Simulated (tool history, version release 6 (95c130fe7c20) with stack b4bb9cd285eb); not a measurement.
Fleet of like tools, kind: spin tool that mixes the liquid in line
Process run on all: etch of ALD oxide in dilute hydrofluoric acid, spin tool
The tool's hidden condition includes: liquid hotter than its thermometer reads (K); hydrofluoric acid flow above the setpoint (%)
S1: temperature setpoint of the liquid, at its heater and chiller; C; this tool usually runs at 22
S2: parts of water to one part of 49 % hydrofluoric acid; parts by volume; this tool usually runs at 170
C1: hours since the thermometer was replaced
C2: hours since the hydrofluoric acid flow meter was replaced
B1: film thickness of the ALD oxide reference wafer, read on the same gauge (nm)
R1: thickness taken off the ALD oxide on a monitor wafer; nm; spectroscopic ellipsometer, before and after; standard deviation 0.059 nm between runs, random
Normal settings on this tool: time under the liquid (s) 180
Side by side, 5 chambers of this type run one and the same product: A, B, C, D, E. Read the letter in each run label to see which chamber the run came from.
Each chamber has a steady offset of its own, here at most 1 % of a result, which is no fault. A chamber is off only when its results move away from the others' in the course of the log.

{"run": "1E", "day": 0.367, "S1": 22, "S2": 170, "time under the liquid (s)": 180, "C1": 168, "C2": 240.8, "B1": 89.994, "R1": 9.6951}
{"run": "2C", "day": 0.533, "S1": 22, "S2": 170, "time under the liquid (s)": 180, "C1": 251.1, "C2": 58.4, "B1": 90.017, "R1": 9.7362}
{"run": "3D", "day": 0.758, "S1": 22, "S2": 170, "time under the liquid (s)": 180, "C1": 30.7, "C2": 1048, "B1": 90.011, "R1": 9.6139}
{"run": "4B", "day": 0.933, "S1": 22, "S2": 170, "time under the liquid (s)": 180, "C1": 793.7, "C2": 1757.1, "B1": 90.008, "R1": 9.6655}
{"run": "5A", "day": 1.25, "S1": 22, "S2": 170, "time under the liquid (s)": 180, "C1": 1834.3, "C2": 1514.8, "B1": 89.992, "R1": 9.7118}
{"run": "6E", "day": 1.521, "S1": 22, "S2": 170, "time under the liquid (s)": 180, "C1": 195.7, "C2": 268.5, "B1": 89.994, "R1": 9.7046}
{"run": "7B", "day": 1.788, "S1": 22, "S2": 170, "time under the liquid (s)": 180, "C1": 814.2, "C2": 1777.6, "B1": 89.985, "R1": 9.5865}
{"run": "8D", "day": 2.079, "S1": 22, "S2": 170, "time under the liquid (s)": 180, "C1": 62.4, "C2": 1079.7, "B1": 90.014, "R1": 9.5518}
{"run": "9A", "day": 2.308, "S1": 22, "S2": 170, "time under the liquid (s)": 180, "C1": 1859.7, "C2": 1540.2, "B1": 90.012, "R1": 9.8063}
{"run": "10C", "day": 2.529, "S1": 22, "S2": 170, "time under the liquid (s)": 180, "C1": 299, "C2": 106.3, "B1": 90.006, "R1": 9.7079}
{"run": "11D", "day": 2.821, "S1": 22, "S2": 170, "time under the liquid (s)": 180, "C1": 80.2, "C2": 1097.5, "B1": 89.995, "R1": 9.5304}
{"run": "12A", "day": 3.154, "S1": 22, "S2": 170, "time under the liquid (s)": 180, "C1": 1880, "C2": 1560.5, "B1": 89.984, "R1": 9.7045}
{"run": "13C", "day": 3.438, "S1": 22, "S2": 170, "time under the liquid (s)": 180, "C1": 320.8, "C2": 128.1, "B1": 90.011, "R1": 9.7365}
{"run": "14B", "day": 3.758, "S1": 22, "S2": 170, "time under the liquid (s)": 180, "C1": 861.5, "C2": 1824.9, "B1": 89.983, "R1": 9.6796}
{"run": "15E", "day": 4.104, "S1": 22, "S2": 170, "time under the liquid (s)": 180, "C1": 257.7, "C2": 330.5, "B1": 89.986, "R1": 9.6408}
{"run": "16B", "day": 4.271, "S1": 22, "S2": 170, "time under the liquid (s)": 180, "C1": 873.8, "C2": 1837.2, "B1": 89.994, "R1": 9.7903}
{"run": "17E", "day": 4.638, "S1": 22, "S2": 170, "time under the liquid (s)": 180, "C1": 270.5, "C2": 343.3, "B1": 90.005, "R1": 9.669}
{"run": "18D", "day": 4.988, "S1": 22, "S2": 170, "time under the liquid (s)": 180, "C1": 132.2, "C2": 1149.5, "B1": 89.999, "R1": 9.5003}
{"run": "19A", "day": 5.167, "S1": 22, "S2": 170, "time under the liquid (s)": 180, "C1": 1928.3, "C2": 1608.8, "B1": 89.992, "R1": 9.7594}
{"run": "20C", "day": 5.367, "S1": 22, "S2": 170, "time under the liquid (s)": 180, "C1": 367.1, "C2": 174.4, "B1": 89.976, "R1": 10.001}
{"run": "21A", "day": 5.612, "S1": 22, "S2": 170, "time under the liquid (s)": 180, "C1": 1939, "C2": 1619.5, "B1": 90.003, "R1": 9.674}
{"run": "22E", "day": 5.917, "S1": 22, "S2": 170, "time under the liquid (s)": 180, "C1": 301.2, "C2": 374, "B1": 89.999, "R1": 9.7876}
{"run": "23B", "day": 6.096, "S1": 22, "S2": 170, "time under the liquid (s)": 180, "C1": 917.6, "C2": 1881, "B1": 90.007, "R1": 9.6637}
{"run": "24C", "day": 6.408, "S1": 22, "S2": 170, "time under the liquid (s)": 180, "C1": 392.1, "C2": 199.4, "B1": 89.991, "R1": 10.033}
{"run": "25D", "day": 6.717, "S1": 22, "S2": 170, "time under the liquid (s)": 180, "C1": 173.7, "C2": 1191, "B1": 89.996, "R1": 9.6195}
{"run": "26E", "day": 6.917, "S1": 22, "S2": 170, "time under the liquid (s)": 180, "C1": 325.2, "C2": 398, "B1": 90.006, "R1": 9.6422}
{"run": "27D", "day": 7.292, "S1": 22, "S2": 170, "time under the liquid (s)": 240, "C1": 187.5, "C2": 1204.8, "B1": 90.011, "R1": 12.717}
{"run": "28A", "day": 7.467, "S1": 22, "S2": 170, "time under the liquid (s)": 240, "C1": 1983.5, "C2": 1664, "B1": 89.992, "R1": 12.895}
{"day": 7.788, "done": "chamber B: hydrofluoric acid flow meter replaced"}
{"run": "29C", "day": 7.829, "S1": 22, "S2": 170, "time under the liquid (s)": 240, "C1": 426.2, "C2": 233.5, "B1": 89.993, "R1": 13.425}
{"run": "30B", "day": 8.038, "S1": 22, "S2": 170, "time under the liquid (s)": 240, "C1": 964.2, "C2": 6, "B1": 89.995, "R1": 12.892}
{"run": "31E", "day": 8.362, "S1": 22, "S2": 170, "time under the liquid (s)": 240, "C1": 359.9, "C2": 432.7, "B1": 89.987, "R1": 12.844}
{"run": "32D", "day": 8.671, "S1": 22, "S2": 170, "time under the liquid (s)": 180, "C1": 220.6, "C2": 1237.9, "B1": 90.008, "R1": 9.6741}

Predict what each chamber gives when all 5 of them run the settings below next.
{"run": "33A", "day": 8.938, "S1": 20, "S2": 170, "time under the liquid (s)": 180, "R1": "?"}
{"run": "33B", "day": 8.938, "S1": 20, "S2": 170, "time under the liquid (s)": 180, "R1": "?"}
{"run": "33C", "day": 8.938, "S1": 20, "S2": 170, "time under the liquid (s)": 180, "R1": "?"}
{"run": "33D", "day": 8.938, "S1": 20, "S2": 170, "time under the liquid (s)": 180, "R1": "?"}
{"run": "33E", "day": 8.938, "S1": 20, "S2": 170, "time under the liquid (s)": 180, "R1": "?"}

run=33A R1=9.0052
run=33B R1=9.0015
run=33C R1=9.4602
run=33D R1=8.9336
run=33E R1=8.9938

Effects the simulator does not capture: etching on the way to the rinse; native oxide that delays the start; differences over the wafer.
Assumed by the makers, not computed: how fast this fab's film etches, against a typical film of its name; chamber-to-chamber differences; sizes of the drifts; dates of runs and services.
